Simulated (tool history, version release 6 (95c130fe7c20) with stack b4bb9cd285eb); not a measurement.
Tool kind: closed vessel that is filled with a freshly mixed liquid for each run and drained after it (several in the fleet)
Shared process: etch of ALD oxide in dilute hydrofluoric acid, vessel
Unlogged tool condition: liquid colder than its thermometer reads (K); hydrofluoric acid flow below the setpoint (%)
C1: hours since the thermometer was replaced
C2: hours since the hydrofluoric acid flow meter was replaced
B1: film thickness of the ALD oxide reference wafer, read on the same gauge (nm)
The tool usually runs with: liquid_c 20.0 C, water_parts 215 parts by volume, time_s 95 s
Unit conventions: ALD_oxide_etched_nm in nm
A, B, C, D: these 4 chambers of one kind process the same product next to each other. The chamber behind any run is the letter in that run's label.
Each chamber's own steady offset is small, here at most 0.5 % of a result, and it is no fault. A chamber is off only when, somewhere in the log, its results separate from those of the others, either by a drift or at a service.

{"run": "1B", "day": 0.217, "liquid_c": 20.0, "water_parts": 215, "time_s": 95, "C1": 832.5, "C2": 1360.6, "B1": 60.022, "ALD_oxide_etched_nm": 10.925}
{"run": "2A", "day": 0.338, "liquid_c": 20.0, "water_parts": 215, "time_s": 95, "C1": 294.8, "C2": 198.3, "B1": 59.996, "ALD_oxide_etched_nm": 10.866}
{"run": "3D", "day": 0.538, "liquid_c": 20.0, "water_parts": 215, "time_s": 95, "C1": 1464.0, "C2": 151.5, "B1": 59.974, "ALD_oxide_etched_nm": 11.04}
{"run": "4C", "day": 0.671, "liquid_c": 20.0, "water_parts": 215, "time_s": 95, "C1": 426.8, "C2": 184.2, "B1": 60.004, "ALD_oxide_etched_nm": 10.843}
{"run": "5B", "day": 0.871, "liquid_c": 20.0, "water_parts": 215, "time_s": 95, "C1": 848.2, "C2": 1376.3, "B1": 60.005, "ALD_oxide_etched_nm": 10.903}
{"run": "6A", "day": 1.033, "liquid_c": 20.0, "water_parts": 125, "time_s": 45, "C1": 311.5, "C2": 215.0, "B1": 59.947, "ALD_oxide_etched_nm": 9.8676}
{"run": "7C", "day": 1.162, "liquid_c": 20.0, "water_parts": 125, "time_s": 45, "C1": 438.6, "C2": 196.0, "B1": 59.989, "ALD_oxide_etched_nm": 9.7227}
{"run": "8D", "day": 1.396, "liquid_c": 20.0, "water_parts": 125, "time_s": 45, "C1": 1484.6, "C2": 172.1, "B1": 60.015, "ALD_oxide_etched_nm": 9.6348}
{"run": "9C", "day": 1.562, "liquid_c": 20.0, "water_parts": 125, "time_s": 45, "C1": 448.2, "C2": 205.6, "B1": 59.983, "ALD_oxide_etched_nm": 9.7197}
{"run": "10D", "day": 1.812, "liquid_c": 20.0, "water_parts": 215, "time_s": 95, "C1": 1494.6, "C2": 182.1, "B1": 59.989, "ALD_oxide_etched_nm": 10.875}
{"run": "11B", "day": 1.95, "liquid_c": 22.0, "water_parts": 215, "time_s": 95, "C1": 874.1, "C2": 1402.2, "B1": 59.994, "ALD_oxide_etched_nm": 11.657}
{"run": "12A", "day": 2.204, "liquid_c": 22.0, "water_parts": 215, "time_s": 95, "C1": 339.6, "C2": 243.1, "B1": 60.017, "ALD_oxide_etched_nm": 11.757}
{"run": "13B", "day": 2.442, "liquid_c": 22.0, "water_parts": 215, "time_s": 95, "C1": 885.9, "C2": 1414.0, "B1": 59.997, "ALD_oxide_etched_nm": 11.416}
{"run": "14A", "day": 2.567, "liquid_c": 22.0, "water_parts": 215, "time_s": 95, "C1": 348.3, "C2": 251.8, "B1": 59.98, "ALD_oxide_etched_nm": 11.837}
{"run": "15C", "day": 2.746, "liquid_c": 20.0, "water_parts": 215, "time_s": 95, "C1": 476.6, "C2": 234.0, "B1": 60.017, "ALD_oxide_etched_nm": 10.844}
{"run": "16D", "day": 2.892, "liquid_c": 20.0, "water_parts": 215, "time_s": 95, "C1": 1520.5, "C2": 208.0, "B1": 60.0, "ALD_oxide_etched_nm": 11.018}
{"run": "17B", "day": 3.029, "liquid_c": 18.0, "water_parts": 215, "time_s": 95, "C1": 900.0, "C2": 1428.1, "B1": 59.986, "ALD_oxide_etched_nm": 9.735}
{"run": "18C", "day": 3.221, "liquid_c": 18.0, "water_parts": 215, "time_s": 95, "C1": 488.0, "C2": 245.4, "B1": 60.004, "ALD_oxide_etched_nm": 10.156}
{"run": "19A", "day": 3.408, "liquid_c": 18.0, "water_parts": 215, "time_s": 95, "C1": 368.5, "C2": 272.0, "B1": 59.998, "ALD_oxide_etched_nm": 10.154}
{"run": "20D", "day": 3.558, "liquid_c": 18.0, "water_parts": 215, "time_s": 95, "C1": 1536.5, "C2": 224.0, "B1": 60.021, "ALD_oxide_etched_nm": 9.9645}
{"run": "21C", "day": 3.692, "liquid_c": 20.0, "water_parts": 215, "time_s": 95, "C1": 499.3, "C2": 256.7, "B1": 60.009, "ALD_oxide_etched_nm": 10.938}
{"run": "22D", "day": 3.917, "liquid_c": 20.0, "water_parts": 215, "time_s": 95, "C1": 1545.1, "C2": 232.6, "B1": 59.996, "ALD_oxide_etched_nm": 10.776}
{"run": "23A", "day": 4.133, "liquid_c": 20.0, "water_parts": 215, "time_s": 95, "C1": 385.9, "C2": 289.4, "B1": 59.998, "ALD_oxide_etched_nm": 10.933}
{"run": "24B", "day": 4.262, "liquid_c": 20.0, "water_parts": 215, "time_s": 95, "C1": 929.6, "C2": 1457.7, "B1": 60.022, "ALD_oxide_etched_nm": 10.331}
{"run": "25B", "day": 4.492, "liquid_c": 20.0, "water_parts": 215, "time_s": 95, "C1": 935.1, "C2": 1463.2, "B1": 59.992, "ALD_oxide_etched_nm": 10.281}
{"run": "26A", "day": 4.725, "liquid_c": 24.0, "water_parts": 310, "time_s": 95, "C1": 400.1, "C2": 303.6, "B1": 60.002, "ALD_oxide_etched_nm": 7.933}
{"run": "27C", "day": 4.929, "liquid_c": 24.0, "water_parts": 310, "time_s": 95, "C1": 529.0, "C2": 286.4, "B1": 60.044, "ALD_oxide_etched_nm": 8.0458}
{"run": "28D", "day": 5.162, "liquid_c": 24.0, "water_parts": 310, "time_s": 95, "C1": 1575.0, "C2": 262.5, "B1": 60.02, "ALD_oxide_etched_nm": 7.9138}
{"run": "29D", "day": 5.338, "liquid_c": 24.0, "water_parts": 310, "time_s": 95, "C1": 1579.2, "C2": 266.7, "B1": 60.02, "ALD_oxide_etched_nm": 7.9784}
{"run": "30A", "day": 5.467, "liquid_c": 18.0, "water_parts": 215, "time_s": 65, "C1": 417.9, "C2": 321.4, "B1": 59.989, "ALD_oxide_etched_nm": 7.005}
{"run": "31B", "day": 5.692, "liquid_c": 18.0, "water_parts": 215, "time_s": 65, "C1": 963.9, "C2": 1492.0, "B1": 59.996, "ALD_oxide_etched_nm": 6.357}

Read the log: is a single chamber off, either drifting away or since a service, is the gauge that measures every chamber drifting, or is nothing wrong beyond small per-chamber offsets? Name any odd chamber and what most likely caused it.

Little by little, chamber B moves away from the other chambers.
Likeliest cause: hydrofluoric acid flow below the setpoint (%) = 6.82.
The log may not separate it from: liquid colder than its thermometer reads (K).

Which of the 4 candidates below, each the usual settings with something changed and its results left as question marks, puts chamber B back in line with what the other chambers give on the usual settings?
Allowed miss from the other chambers' usual-settings mean, per result, to count as in line: ALD_oxide_etched_nm 0.2800 nm
{"run": "32B-1", "day": 5.875, "liquid_c": 20.0, "water_parts": 245, "time_s": 95, "ALD_oxide_etched_nm": "?"}
{"run": "32B-2", "day": 5.875, "liquid_c": 20.0, "water_parts": 210, "time_s": 100, "ALD_oxide_etched_nm": "?"}
{"run": "32B-3", "day": 5.875, "liquid_c": 20.5, "water_parts": 215, "time_s": 110, "ALD_oxide_etched_nm": "?"}
{"run": "32B-4", "day": 5.875, "liquid_c": 20.0, "water_parts": 230, "time_s": 95, "ALD_oxide_etched_nm": "?"}

Mean of the other chambers on the usual settings: ALD_oxide_etched_nm 10.8930 nm
run=32B-1 ALD_oxide_etched_nm=8.5150
run=32B-2 ALD_oxide_etched_nm=10.8400
run=32B-3 ALD_oxide_etched_nm=11.8120
run=32B-4 ALD_oxide_etched_nm=9.2096
It is 32B-2 that realigns the chamber with its peers.

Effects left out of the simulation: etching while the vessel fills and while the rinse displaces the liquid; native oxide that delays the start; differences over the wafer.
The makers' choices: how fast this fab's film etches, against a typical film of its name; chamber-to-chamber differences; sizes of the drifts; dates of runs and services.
